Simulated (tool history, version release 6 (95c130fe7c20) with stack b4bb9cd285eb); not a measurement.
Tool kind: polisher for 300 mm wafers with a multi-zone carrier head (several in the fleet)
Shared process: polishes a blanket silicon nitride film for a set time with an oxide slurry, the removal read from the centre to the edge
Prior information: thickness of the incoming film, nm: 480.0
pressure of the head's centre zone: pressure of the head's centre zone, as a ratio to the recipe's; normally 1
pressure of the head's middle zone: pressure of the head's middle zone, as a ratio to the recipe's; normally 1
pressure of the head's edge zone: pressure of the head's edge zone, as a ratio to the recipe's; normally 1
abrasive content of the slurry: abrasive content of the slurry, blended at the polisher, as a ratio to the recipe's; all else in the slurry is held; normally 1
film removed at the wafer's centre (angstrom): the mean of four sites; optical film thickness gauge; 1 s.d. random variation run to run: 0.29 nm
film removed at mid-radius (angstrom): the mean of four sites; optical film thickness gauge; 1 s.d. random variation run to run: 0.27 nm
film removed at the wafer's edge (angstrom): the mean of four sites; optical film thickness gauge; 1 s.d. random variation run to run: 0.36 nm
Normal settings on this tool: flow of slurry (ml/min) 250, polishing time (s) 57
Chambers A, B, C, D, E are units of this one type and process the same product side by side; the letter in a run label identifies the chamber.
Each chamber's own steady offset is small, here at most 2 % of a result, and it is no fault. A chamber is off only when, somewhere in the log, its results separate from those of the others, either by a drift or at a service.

| run | hour | flow of slurry (ml/min) | pressure of the head's centre zone | pressure of the head's middle zone | pressure of the head's edge zone | abrasive content of the slurry | polishing time (s) | wafers polished on this pad | hours since the slurry nozzle was cleaned | hours since the centre zone pressure was calibrated | hours since the edge zone pressure was calibrated | film removed at the wafer's centre (angstrom) | film removed at mid-radius (angstrom) | film removed at the wafer's edge (angstrom) |
|---|---|---|---|---|---|---|---|---|---|---|---|---|---|---|
| 1E | 12.5 | 250 | 1 | 1 | 1 | 1 | 57 | 1296 | 242.2 | 540.6 | 140.9 | 262.75 | 257.58 | 255.35 |
|  | 15.4 | chamber B: worn pad replaced by a new one |
|  | 16.1 | chamber A: centre zone pressure recalibrated |
|  | 19.3 | chamber D: centre zone pressure recalibrated |
| 2D | 21.1 | 250 | 1 | 1 | 1 | 1 | 57 | 461 | 84.7 | 1.9 | 795 | 256.6 | 261.13 | 260.28 |
|  | 32 | chamber B: centre zone pressure recalibrated |
| 3A | 33.5 | 250 | 1 | 1 | 1 | 1 | 57 | 460 | 200.5 | 17.5 | 641 | 257.92 | 261.64 | 264.84 |
| 4B | 41.8 | 250 | 1 | 1 | 1 | 1 | 57 | 177 | 417.2 | 9.8 | 180.1 | 259.55 | 260.8 | 263.47 |
| 5C | 49.1 | 250 | 1 | 1 | 1 | 1 | 57 | 416 | 294.7 | 586.5 | 185.6 | 255.04 | 253.62 | 261.97 |
|  | 51.3 | chamber E: worn pad replaced by a new one |
|  | 53.3 | chamber C: centre zone pressure recalibrated |
| 6C | 60.4 | 250 | 1 | 1 | 1 | 1 | 57 | 491 | 306 | 7.2 | 196.9 | 262.39 | 256.85 | 260.96 |
| 7D | 72.2 | 250 | 1 | 1 | 1 | 1 | 57 | 804 | 135.8 | 53 | 846.1 | 255.29 | 261.98 | 261.98 |
| 8A | 84.4 | 250 | 1 | 1 | 1 | 1.15 | 57 | 801 | 251.4 | 68.4 | 691.9 | 275.57 | 274.11 | 272.29 |
| 9E | 93.3 | 250 | 1 | 1 | 1 | 1.15 | 57 | 281 | 323 | 621.4 | 221.7 | 280.37 | 275.6 | 277.46 |
| 10B | 102.1 | 250 | 1 | 1 | 1 | 1.15 | 57 | 581 | 477.5 | 70.1 | 240.4 | 275.94 | 274.92 | 276.2 |
| 11B | 108.7 | 250 | 1 | 1 | 1 | 1.15 | 57 | 625 | 484.1 | 76.7 | 247 | 282.21 | 271.75 | 275.46 |
|  | 112.7 | chamber D: worn pad replaced by a new one |
| 12D | 117.5 | 250 | 1 | 1 | 1 | 1.15 | 57 | 32 | 181.1 | 98.3 | 891.4 | 272.1 | 269.78 | 277.66 |
|  | 124.4 | chamber D: edge zone pressure recalibrated |
| 13C | 125.9 | 250 | 1 | 1 | 1 | 1 | 57 | 930 | 371.5 | 72.7 | 262.4 | 260.06 | 257.52 | 262.01 |
|  | 129.9 | chamber A: worn pad replaced by a new one |
| 14A | 137.5 | 250 | 1 | 1 | 1 | 1 | 57 | 50 | 304.5 | 121.5 | 745 | 264.64 | 259.32 | 257.1 |
| 15E | 150.7 | 250 | 1 | 1 | 1 | 1 | 57 | 666 | 380.4 | 678.8 | 279.1 | 266.01 | 259.65 | 257.37 |
|  | 152.2 | chamber C: worn pad replaced by a new one |
|  | 158 | chamber B: slurry nozzle cleaned |
| 16A | 158.4 | 250 | 1 | 1 | 1 | 1 | 57 | 191 | 325.4 | 142.4 | 765.9 | 261.98 | 261.43 | 252.94 |
|  | 161.3 | chamber B: edge zone pressure recalibrated |
| 17D | 172 | 250 | 1 | 1 | 1 | 1 | 57 | 397 | 235.6 | 152.8 | 47.6 | 256.59 | 259.46 | 259.32 |
| 18B | 180.7 | 250 | 1 | 1 | 1 | 1 | 57 | 1108 | 22.7 | 148.7 | 19.4 | 262.48 | 258.78 | 260.25 |
| 19C | 187.3 | 325 | 1 | 1 | 1 | 1 | 68 | 235 | 432.9 | 134.1 | 323.8 | 315.11 | 319.99 | 314.09 |
| 20E | 196.1 | 325 | 1 | 1 | 1 | 1 | 68 | 970 | 425.8 | 724.2 | 324.5 | 319.42 | 311.15 | 318.01 |
| 21E | 206.4 | 325 | 1 | 1 | 1 | 1 | 68 | 1039 | 436.1 | 734.5 | 334.8 | 324.59 | 320.93 | 314.31 |
| 22D | 219.6 | 325 | 1 | 1 | 1 | 1 | 68 | 716 | 283.2 | 200.4 | 95.2 | 315.21 | 316.56 | 325.36 |
| 23A | 227.2 | 325 | 1 | 1 | 1 | 1 | 68 | 652 | 394.2 | 211.2 | 834.7 | 318.89 | 322.59 | 322.93 |
| 24C | 237.7 | 250 | 1 | 1 | 1 | 1 | 57 | 573 | 483.3 | 184.5 | 374.2 | 261.09 | 259.96 | 251.05 |
|  | 238.8 | chamber A: edge zone pressure recalibrated |
| 25B | 249.4 | 250 | 1 | 1 | 1 | 1 | 57 | 1568 | 91.4 | 217.4 | 88.1 | 258.2 | 260.08 | 255.4 |
|  | 253.7 | chamber B: worn pad replaced by a new one |
| 26D | 261.8 | 250 | 1 | 1 | 1 | 1 | 57 | 999 | 325.4 | 242.6 | 137.4 | 258.2 | 256.08 | 261.02 |
| 27A | 268.3 | 250 | 1 | 1 | 1 | 1 | 57 | 927 | 435.3 | 252.3 | 29.5 | 256.44 | 259.31 | 261.41 |
| 28C | 278.4 | 250 | 1 | 1 | 1 | 1 | 57 | 846 | 524 | 225.2 | 414.9 | 259.11 | 262.32 | 262.42 |
|  | 285.9 | chamber E: worn pad replaced by a new one |
| 29E | 291.7 | 250 | 1 | 1 | 1 | 1 | 57 | 39 | 521.4 | 819.8 | 420.1 | 260.73 | 259.74 | 259.41 |
| 30B | 297.6 | 250 | 1 | 1 | 1 | 1 | 57 | 294 | 139.6 | 265.6 | 136.3 | 263.94 | 257.98 | 256.03 |
| 31A | 305.6 | 250 | 1 | 1 | 1 | 1 | 57 | 1177 | 472.6 | 289.6 | 66.8 | 264.77 | 260.29 | 254.37 |

Does one chamber stand apart from the rest, does the shared gauge drift, or is all well apart from small per-chamber offsets? Give the chamber and the most likely cause, where there is one.

The fleet is healthy, with each chamber sitting at its usual small offset and no drift in the gauge.
